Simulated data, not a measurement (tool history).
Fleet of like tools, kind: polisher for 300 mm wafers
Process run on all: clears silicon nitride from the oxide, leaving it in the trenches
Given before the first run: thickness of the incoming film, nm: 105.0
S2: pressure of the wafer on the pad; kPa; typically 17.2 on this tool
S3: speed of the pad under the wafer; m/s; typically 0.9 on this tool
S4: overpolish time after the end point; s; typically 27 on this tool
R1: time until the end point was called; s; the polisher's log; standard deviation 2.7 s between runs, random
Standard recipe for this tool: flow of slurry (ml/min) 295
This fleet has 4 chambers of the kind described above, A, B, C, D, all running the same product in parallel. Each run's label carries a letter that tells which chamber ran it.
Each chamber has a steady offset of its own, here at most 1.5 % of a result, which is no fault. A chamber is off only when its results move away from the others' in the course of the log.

run 1D day=0.392 | flow_of_slurry_(ml/min)=295 S2=17.2 S3=0.9 S4=27 | R1=158.61
run 2C day=0.896 | flow_of_slurry_(ml/min)=295 S2=17.2 S3=0.9 S4=27 | R1=153.59
run 3B day=1.217 | flow_of_slurry_(ml/min)=295 S2=17.2 S3=0.9 S4=27 | R1=154.75
run 4A day=1.538 | flow_of_slurry_(ml/min)=295 S2=17.2 S3=0.9 S4=27 | R1=163.93
-- day=1.6 chamber B: slurry nozzle cleaned
-- day=1.621 chamber A: worn pad replaced by a new one
run 5B day=1.967 | flow_of_slurry_(ml/min)=295 S2=17.2 S3=0.9 S4=27 | R1=157.52
-- day=1.979 chamber D: worn pad replaced by a new one
run 6A day=2.254 | flow_of_slurry_(ml/min)=295 S2=17.2 S3=0.9 S4=27 | R1=155.61
run 7D day=2.7 | flow_of_slurry_(ml/min)=295 S2=17.2 S3=0.9 S4=16 | R1=152.61
run 8C day=2.996 | flow_of_slurry_(ml/min)=295 S2=17.2 S3=0.9 S4=16 | R1=150.53
-- day=3.2 chamber B: worn pad replaced by a new one
run 9B day=3.5 | flow_of_slurry_(ml/min)=295 S2=17.2 S3=0.9 S4=16 | R1=158.57
-- day=3.533 chamber C: worn pad replaced by a new one
run 10D day=3.762 | flow_of_slurry_(ml/min)=295 S2=17.2 S3=0.9 S4=16 | R1=161.7
run 11C day=4.212 | flow_of_slurry_(ml/min)=295 S2=17.2 S3=0.9 S4=27 | R1=153.56
run 12A day=4.654 | flow_of_slurry_(ml/min)=295 S2=17.2 S3=0.9 S4=27 | R1=156.54
-- day=4.783 chamber A: worn pad replaced by a new one
run 13B day=4.946 | flow_of_slurry_(ml/min)=295 S2=17.2 S3=0.9 S4=27 | R1=155.89
-- day=5.217 chamber D: worn pad replaced by a new one
run 14A day=5.312 | flow_of_slurry_(ml/min)=295 S2=17.2 S3=0.9 S4=27 | R1=156.06
-- day=5.638 chamber B: head pressure recalibrated
run 15C day=5.7 | flow_of_slurry_(ml/min)=295 S2=17.2 S3=0.9 S4=27 | R1=149.34
-- day=5.792 chamber D: slurry nozzle cleaned
-- day=5.979 chamber A: slurry nozzle cleaned
run 16D day=6.175 | flow_of_slurry_(ml/min)=295 S2=17.2 S3=0.9 S4=27 | R1=155.17
run 17D day=6.738 | flow_of_slurry_(ml/min)=295 S2=17.2 S3=0.9 S4=27 | R1=159.09
run 18B day=7.108 | flow_of_slurry_(ml/min)=295 S2=17.2 S3=0.9 S4=27 | R1=174.83
run 19A day=7.458 | flow_of_slurry_(ml/min)=295 S2=17.2 S3=0.9 S4=27 | R1=154.92
run 20C day=7.762 | flow_of_slurry_(ml/min)=295 S2=17.2 S3=0.9 S4=27 | R1=154.27
-- day=7.962 chamber B: worn pad replaced by a new one
run 21B day=8.067 | flow_of_slurry_(ml/min)=295 S2=17.2 S3=0.9 S4=27 | R1=178.05
-- day=8.212 chamber A: worn pad replaced by a new one
-- day=8.383 chamber D: worn pad replaced by a new one
run 22A day=8.479 | flow_of_slurry_(ml/min)=295 S2=17.2 S3=0.9 S4=27 | R1=155.24
run 23D day=8.95 | flow_of_slurry_(ml/min)=295 S2=17.2 S3=0.9 S4=27 | R1=151.92
-- day=9.108 chamber C: slurry nozzle cleaned
-- day=9.454 chamber C: worn pad replaced by a new one
run 24C day=9.462 | flow_of_slurry_(ml/min)=295 S2=17.2 S3=0.9 S4=20 | R1=150.51
run 25B day=9.996 | flow_of_slurry_(ml/min)=295 S2=17.2 S3=0.9 S4=20 | R1=175.28
run 26D day=10.504 | flow_of_slurry_(ml/min)=295 S2=17.2 S3=0.9 S4=20 | R1=153.94
run 27A day=10.812 | flow_of_slurry_(ml/min)=295 S2=17.2 S3=0.9 S4=20 | R1=156.98
-- day=10.858 chamber C: head pressure recalibrated
run 28C day=11.262 | flow_of_slurry_(ml/min)=200 S2=17.2 S3=0.9 S4=27 | R1=159.89
-- day=11.717 chamber A: worn pad replaced by a new one
run 29A day=11.729 | flow_of_slurry_(ml/min)=200 S2=17.2 S3=0.9 S4=27 | R1=166.5
run 30C day=12.279 | flow_of_slurry_(ml/min)=200 S2=17.2 S3=0.9 S4=27 | R1=161.06
-- day=12.538 chamber D: worn pad replaced by a new one
-- day=12.675 chamber B: worn pad replaced by a new one
run 31D day=12.817 | flow_of_slurry_(ml/min)=200 S2=17.2 S3=0.9 S4=27 | R1=164.9
run 32B day=13.083 | flow_of_slurry_(ml/min)=295 S2=17.2 S3=0.9 S4=27 | R1=176.55
run 33B day=13.554 | flow_of_slurry_(ml/min)=295 S2=17.2 S3=0.9 S4=27 | R1=175.85
-- day=13.775 chamber D: head pressure recalibrated
run 34A day=13.904 | flow_of_slurry_(ml/min)=295 S2=17.2 S3=0.9 S4=27 | R1=153.91
run 35D day=14.333 | flow_of_slurry_(ml/min)=295 S2=17.2 S3=0.9 S4=27 | R1=158.57
-- day=14.638 chamber C: worn pad replaced by a new one
run 36C day=14.833 | flow_of_slurry_(ml/min)=295 S2=17.2 S3=0.9 S4=27 | R1=156.96
-- day=15.433 chamber A: worn pad replaced by a new one
run 37A day=15.438 | flow_of_slurry_(ml/min)=295 S2=17.2 S3=0.9 S4=27 | R1=158.38
run 38D day=15.804 | flow_of_slurry_(ml/min)=295 S2=17.2 S3=0.9 S4=27 | R1=154.38
-- day=15.862 chamber D: worn pad replaced by a new one
run 39C day=16.267 | flow_of_slurry_(ml/min)=295 S2=17.2 S3=0.9 S4=27 | R1=153.81
run 40B day=16.704 | flow_of_slurry_(ml/min)=295 S2=17.2 S3=0.9 S4=27 | R1=176.77
run 41B day=17.029 | flow_of_slurry_(ml/min)=295 S2=17.2 S3=0.9 S4=27 | R1=172.99
run 42A day=17.367 | flow_of_slurry_(ml/min)=295 S2=17.2 S3=0.9 S4=27 | R1=160.53
run 43C day=17.783 | flow_of_slurry_(ml/min)=295 S2=17.2 S3=0.9 S4=27 | R1=153.37
run 44D day=18.346 | flow_of_slurry_(ml/min)=295 S2=17.2 S3=0.9 S4=27 | R1=154.03

Each of the 4 chambers runs these same settings next. Fill in every chamber's results:
run 45A day=18.775 | flow_of_slurry_(ml/min)=295 S2=17.2 S3=0.9 S4=27 | R1=?
run 45B day=18.775 | flow_of_slurry_(ml/min)=295 S2=17.2 S3=0.9 S4=27 | R1=?
run 45C day=18.775 | flow_of_slurry_(ml/min)=295 S2=17.2 S3=0.9 S4=27 | R1=?
run 45D day=18.775 | flow_of_slurry_(ml/min)=295 S2=17.2 S3=0.9 S4=27 | R1=?

run=45A R1=157.67
run=45B R1=179.58
run=45C R1=158.14
run=45D R1=153.08

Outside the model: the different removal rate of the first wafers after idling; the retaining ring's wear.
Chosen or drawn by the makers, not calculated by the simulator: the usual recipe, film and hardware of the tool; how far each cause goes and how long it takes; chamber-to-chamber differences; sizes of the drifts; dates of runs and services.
